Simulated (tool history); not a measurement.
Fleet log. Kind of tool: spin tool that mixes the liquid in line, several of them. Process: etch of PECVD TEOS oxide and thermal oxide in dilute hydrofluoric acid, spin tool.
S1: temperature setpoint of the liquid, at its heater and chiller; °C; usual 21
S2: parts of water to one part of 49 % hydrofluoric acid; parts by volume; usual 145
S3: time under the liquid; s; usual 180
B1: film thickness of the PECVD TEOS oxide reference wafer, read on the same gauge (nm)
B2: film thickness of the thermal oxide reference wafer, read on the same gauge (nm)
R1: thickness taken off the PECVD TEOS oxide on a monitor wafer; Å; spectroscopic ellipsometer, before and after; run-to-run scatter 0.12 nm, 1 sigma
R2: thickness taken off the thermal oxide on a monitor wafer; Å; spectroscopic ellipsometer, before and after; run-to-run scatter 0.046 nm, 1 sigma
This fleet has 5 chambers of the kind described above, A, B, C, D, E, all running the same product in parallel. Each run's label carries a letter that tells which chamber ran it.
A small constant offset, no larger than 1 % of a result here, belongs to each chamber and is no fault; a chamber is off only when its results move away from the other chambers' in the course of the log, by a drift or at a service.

| run | day | S1 | S2 | S3 | B1 | B2 | R1 | R2 |
|---|---|---|---|---|---|---|---|---|
| 1D | 0.475 | 21 | 145 | 180 | 149.99 | 50.025 | 182.18 | 48.241 |
| 2E | 0.896 | 21 | 145 | 180 | 150.01 | 49.974 | 179.57 | 48.208 |
| 3A | 1.371 | 21 | 145 | 180 | 149.97 | 50.016 | 180.08 | 48.702 |
| 4C | 1.875 | 21 | 145 | 180 | 150.01 | 50.029 | 182.37 | 49.625 |
| 5B | 2.35 | 21 | 145 | 180 | 150 | 50.015 | 179.62 | 49.224 |
| 6B | 2.646 | 19 | 210 | 180 | 150.03 | 50.003 | 107.44 | 29.859 |
| 7A | 3.288 | 19 | 210 | 180 | 150.05 | 49.997 | 109.54 | 29.299 |
| 8E | 3.592 | 19 | 210 | 180 | 150.03 | 50 | 105.97 | 28.973 |
| 9C | 4.192 | 19 | 210 | 180 | 149.96 | 49.982 | 109.55 | 29.348 |
| 10D | 4.629 | 19 | 210 | 180 | 149.97 | 49.991 | 107.35 | 28.662 |
| 11C | 5.229 | 19 | 145 | 85 | 149.97 | 49.998 | 79.274 | 21.724 |
|  | 5.392 | chamber C: thermometer replaced |
| 12B | 5.775 | 19 | 145 | 85 | 150 | 50.016 | 77.776 | 21.334 |
| 13A | 6.229 | 19 | 145 | 85 | 149.96 | 49.996 | 77.916 | 21.236 |
| 14E | 6.558 | 19 | 145 | 85 | 149.97 | 50.015 | 78.616 | 21.293 |
| 15D | 6.871 | 19 | 145 | 85 | 150.02 | 50.011 | 79.202 | 21.845 |
| 16B | 7.196 | 21 | 145 | 180 | 149.97 | 49.977 | 178.92 | 49.227 |
| 17A | 7.8 | 21 | 145 | 180 | 150 | 49.989 | 177.99 | 48.836 |
| 18E | 8.262 | 21 | 145 | 180 | 149.99 | 50.02 | 179.63 | 49.265 |
| 19C | 8.712 | 21 | 145 | 180 | 149.98 | 50.003 | 182.22 | 48.683 |
|  | 9.062 | chamber B: hydrofluoric acid flow meter replaced |
| 20D | 9.171 | 19 | 200 | 180 | 149.95 | 50.021 | 115.87 | 30.923 |
| 21D | 9.575 | 19 | 200 | 180 | 150.05 | 50.017 | 114.64 | 30.797 |
| 22C | 10.121 | 19 | 200 | 180 | 149.99 | 49.983 | 115.42 | 31.312 |
| 23B | 10.529 | 19 | 200 | 180 | 149.98 | 50.002 | 113.32 | 30.896 |
| 24E | 11.033 | 19 | 200 | 180 | 149.98 | 50.015 | 113.34 | 31.101 |
| 25A | 11.446 | 21 | 145 | 180 | 150.01 | 49.999 | 174.09 | 47.815 |
| 26C | 11.738 | 21 | 145 | 180 | 150.01 | 49.98 | 181.06 | 50.224 |
| 27D | 12.017 | 21 | 145 | 180 | 149.99 | 49.976 | 183.65 | 49.722 |
| 28E | 12.583 | 21 | 145 | 180 | 149.97 | 50.006 | 178.03 | 48.199 |
| 29B | 13.058 | 21 | 145 | 180 | 150.03 | 49.989 | 179.73 | 49.125 |
| 30A | 13.542 | 21 | 145 | 180 | 150.02 | 50.013 | 170.31 | 47.907 |
| 31C | 13.979 | 21 | 145 | 180 | 149.99 | 50.022 | 182.27 | 49.492 |
| 32A | 14.358 | 21 | 145 | 180 | 149.99 | 50.036 | 170.83 | 47.155 |
| 33D | 14.875 | 21 | 145 | 180 | 150.02 | 49.99 | 183.03 | 48.595 |
| 34B | 15.229 | 21 | 145 | 110 | 149.99 | 50.019 | 109.15 | 30.194 |
| 35E | 15.538 | 21 | 145 | 110 | 149.99 | 50.015 | 110.25 | 30.065 |
| 36A | 16.104 | 21 | 145 | 110 | 149.99 | 50.018 | 103.39 | 27.824 |
| 37E | 16.733 | 21 | 145 | 110 | 150.02 | 49.983 | 110.33 | 29.785 |
| 38D | 17.05 | 21 | 145 | 110 | 150 | 50.016 | 112.11 | 30.239 |
| 39B | 17.45 | 21 | 145 | 180 | 150.01 | 50.019 | 179.01 | 49.263 |
| 40C | 17.858 | 21 | 145 | 180 | 150.01 | 50.025 | 183.21 | 49.767 |
| 41A | 18.204 | 21 | 145 | 180 | 149.98 | 50.007 | 171.4 | 45.523 |
| 42C | 18.738 | 21 | 145 | 180 | 150 | 49.967 | 179.16 | 49.263 |
| 43E | 19.338 | 21 | 145 | 180 | 149.98 | 50.037 | 179.68 | 48.92 |

Next, every chamber runs the same settings. What will each give?
| 44A | 19.804 | 21 | 145 | 180 |  |  | ? | ? |
| 44B | 19.804 | 21 | 145 | 180 |  |  | ? | ? |
| 44C | 19.804 | 21 | 145 | 180 |  |  | ? | ? |
| 44D | 19.804 | 21 | 145 | 180 |  |  | ? | ? |
| 44E | 19.804 | 21 | 145 | 180 |  |  | ? | ? |

| run | R1 | R2 |
|---|---|---|
| 44A | 166.51 | 45.799 |
| 44B | 180.91 | 49.935 |
| 44C | 179.91 | 48.748 |
| 44D | 182.47 | 49.355 |
| 44E | 178.8 | 48.673 |
